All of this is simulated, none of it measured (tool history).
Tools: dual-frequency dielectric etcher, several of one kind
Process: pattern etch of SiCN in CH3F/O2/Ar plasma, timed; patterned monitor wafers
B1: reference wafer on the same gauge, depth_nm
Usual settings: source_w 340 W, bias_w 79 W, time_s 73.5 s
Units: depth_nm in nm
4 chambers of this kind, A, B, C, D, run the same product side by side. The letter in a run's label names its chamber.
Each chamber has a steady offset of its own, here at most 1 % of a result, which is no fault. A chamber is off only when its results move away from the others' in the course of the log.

{"run": "1D", "hour": 11.8, "source_w": 340, "bias_w": 79, "time_s": 73.5, "B1": 27.192, "depth_nm": 26.714}
{"run": "2B", "hour": 19.6, "source_w": 340, "bias_w": 79, "time_s": 73.5, "B1": 27.189, "depth_nm": 26.821}
{"run": "3A", "hour": 31.8, "source_w": 340, "bias_w": 79, "time_s": 73.5, "B1": 27.203, "depth_nm": 26.695}
{"run": "4C", "hour": 43.2, "source_w": 340, "bias_w": 79, "time_s": 73.5, "B1": 27.211, "depth_nm": 26.945}
{"hour": 43.8, "done": "chamber C: wet clean of the chamber"}
{"run": "5A", "hour": 50.7, "source_w": 340, "bias_w": 79, "time_s": 73.5, "B1": 27.195, "depth_nm": 26.528}
{"run": "6D", "hour": 59.2, "source_w": 340, "bias_w": 79, "time_s": 73.5, "B1": 27.193, "depth_nm": 26.899}
{"run": "7C", "hour": 72.9, "source_w": 340, "bias_w": 79, "time_s": 73.5, "B1": 27.209, "depth_nm": 26.878}
{"hour": 75.6, "done": "chamber D: wet clean of the chamber"}
{"run": "8B", "hour": 81.7, "source_w": 340, "bias_w": 79, "time_s": 73.5, "B1": 27.185, "depth_nm": 27.126}
{"run": "9A", "hour": 88.4, "source_w": 270, "bias_w": 79, "time_s": 73.5, "B1": 27.192, "depth_nm": 24.376}
{"run": "10D", "hour": 98.9, "source_w": 270, "bias_w": 79, "time_s": 73.5, "B1": 27.196, "depth_nm": 24.658}
{"run": "11B", "hour": 106.4, "source_w": 270, "bias_w": 79, "time_s": 73.5, "B1": 27.194, "depth_nm": 24.676}
{"run": "12C", "hour": 119.4, "source_w": 270, "bias_w": 79, "time_s": 73.5, "B1": 27.201, "depth_nm": 24.764}
{"run": "13D", "hour": 128.6, "source_w": 340, "bias_w": 79, "time_s": 73.5, "B1": 27.192, "depth_nm": 26.742}
{"run": "14A", "hour": 142.7, "source_w": 340, "bias_w": 79, "time_s": 73.5, "B1": 27.188, "depth_nm": 26.475}
{"run": "15B", "hour": 154.7, "source_w": 340, "bias_w": 79, "time_s": 73.5, "B1": 27.19, "depth_nm": 26.903}
{"run": "16C", "hour": 162.3, "source_w": 370, "bias_w": 79, "time_s": 73.5, "B1": 27.195, "depth_nm": 27.841}
{"run": "17B", "hour": 175.8, "source_w": 370, "bias_w": 79, "time_s": 73.5, "B1": 27.206, "depth_nm": 27.694}
{"hour": 181.6, "done": "chamber A: wet clean of the chamber"}
{"run": "18A", "hour": 189.3, "source_w": 370, "bias_w": 79, "time_s": 73.5, "B1": 27.205, "depth_nm": 26.924}
{"run": "19C", "hour": 198.5, "source_w": 370, "bias_w": 79, "time_s": 73.5, "B1": 27.19, "depth_nm": 27.742}
{"hour": 200.8, "done": "chamber B: bias power generator calibrated"}
{"hour": 201.2, "done": "chamber D: source power generator calibrated"}
{"run": "20D", "hour": 206.2, "source_w": 340, "bias_w": 79, "time_s": 73.5, "B1": 27.224, "depth_nm": 26.956}
{"run": "21B", "hour": 214.5, "source_w": 340, "bias_w": 79, "time_s": 73.5, "B1": 27.176, "depth_nm": 26.941}
{"run": "22D", "hour": 222.3, "source_w": 340, "bias_w": 79, "time_s": 73.5, "B1": 27.186, "depth_nm": 26.697}
{"run": "23C", "hour": 233.1, "source_w": 340, "bias_w": 79, "time_s": 73.5, "B1": 27.189, "depth_nm": 26.893}
{"hour": 234.9, "done": "chamber B: wet clean of the chamber"}
{"run": "24A", "hour": 244.7, "source_w": 340, "bias_w": 79, "time_s": 73.5, "B1": 27.202, "depth_nm": 26.122}
{"run": "25A", "hour": 252.5, "source_w": 340, "bias_w": 79, "time_s": 73.5, "B1": 27.195, "depth_nm": 26.056}
{"run": "26B", "hour": 261.1, "source_w": 340, "bias_w": 79, "time_s": 73.5, "B1": 27.187, "depth_nm": 26.902}
{"run": "27C", "hour": 270.2, "source_w": 340, "bias_w": 79, "time_s": 73.5, "B1": 27.206, "depth_nm": 26.997}
{"run": "28D", "hour": 284.2, "source_w": 340, "bias_w": 79, "time_s": 73.5, "B1": 27.197, "depth_nm": 26.825}
{"run": "29C", "hour": 292.6, "source_w": 340, "bias_w": 79, "time_s": 73.5, "B1": 27.212, "depth_nm": 27.037}
{"run": "30A", "hour": 299.9, "source_w": 390, "bias_w": 91, "time_s": 73.5, "B1": 27.195, "depth_nm": 28.916}
{"run": "31B", "hour": 313.1, "source_w": 390, "bias_w": 91, "time_s": 73.5, "B1": 27.21, "depth_nm": 29.658}
{"run": "32D", "hour": 320.8, "source_w": 390, "bias_w": 91, "time_s": 73.5, "B1": 27.198, "depth_nm": 29.71}
{"run": "33C", "hour": 334.1, "source_w": 390, "bias_w": 91, "time_s": 73.5, "B1": 27.197, "depth_nm": 29.915}
{"run": "34B", "hour": 344.7, "source_w": 340, "bias_w": 79, "time_s": 73.5, "B1": 27.176, "depth_nm": 26.797}
{"run": "35D", "hour": 357.6, "source_w": 340, "bias_w": 79, "time_s": 73.5, "B1": 27.202, "depth_nm": 26.684}
{"run": "36A", "hour": 370.9, "source_w": 340, "bias_w": 79, "time_s": 73.5, "B1": 27.201, "depth_nm": 26.012}

Is one chamber off against the others, does the gauge drift, or is nothing wrong? If a chamber is off, say which, and what the likeliest cause is.

A service left chamber A off against the others.
Cause: etch rate under this chamber's usual, % = 2.28.

Here are 4 candidates for chamber A's next run, each the usual settings with a change, their results left as question marks. Which one brings its results back in line with what the others give on the usual settings?
In line means no further than this from the other chambers' mean on the usual settings: depth_nm 0.320 nm
{"run": "37A-1", "hour": 381.1, "source_w": 340, "bias_w": 78, "time_s": 70.0, "depth_nm": "?"}
{"run": "37A-2", "hour": 381.1, "source_w": 340, "bias_w": 78, "time_s": 71.5, "depth_nm": "?"}
{"run": "37A-3", "hour": 381.1, "source_w": 340, "bias_w": 80, "time_s": 77.0, "depth_nm": "?"}
{"run": "37A-4", "hour": 381.1, "source_w": 340, "bias_w": 86, "time_s": 73.5, "depth_nm": "?"}

The other chambers' mean on the usual settings: depth_nm 26.901 nm
run=37A-1 depth_nm=24.713
run=37A-2 depth_nm=25.242
run=37A-3 depth_nm=27.437
run=37A-4 depth_nm=26.897
37A-4 brings the chamber back in line.
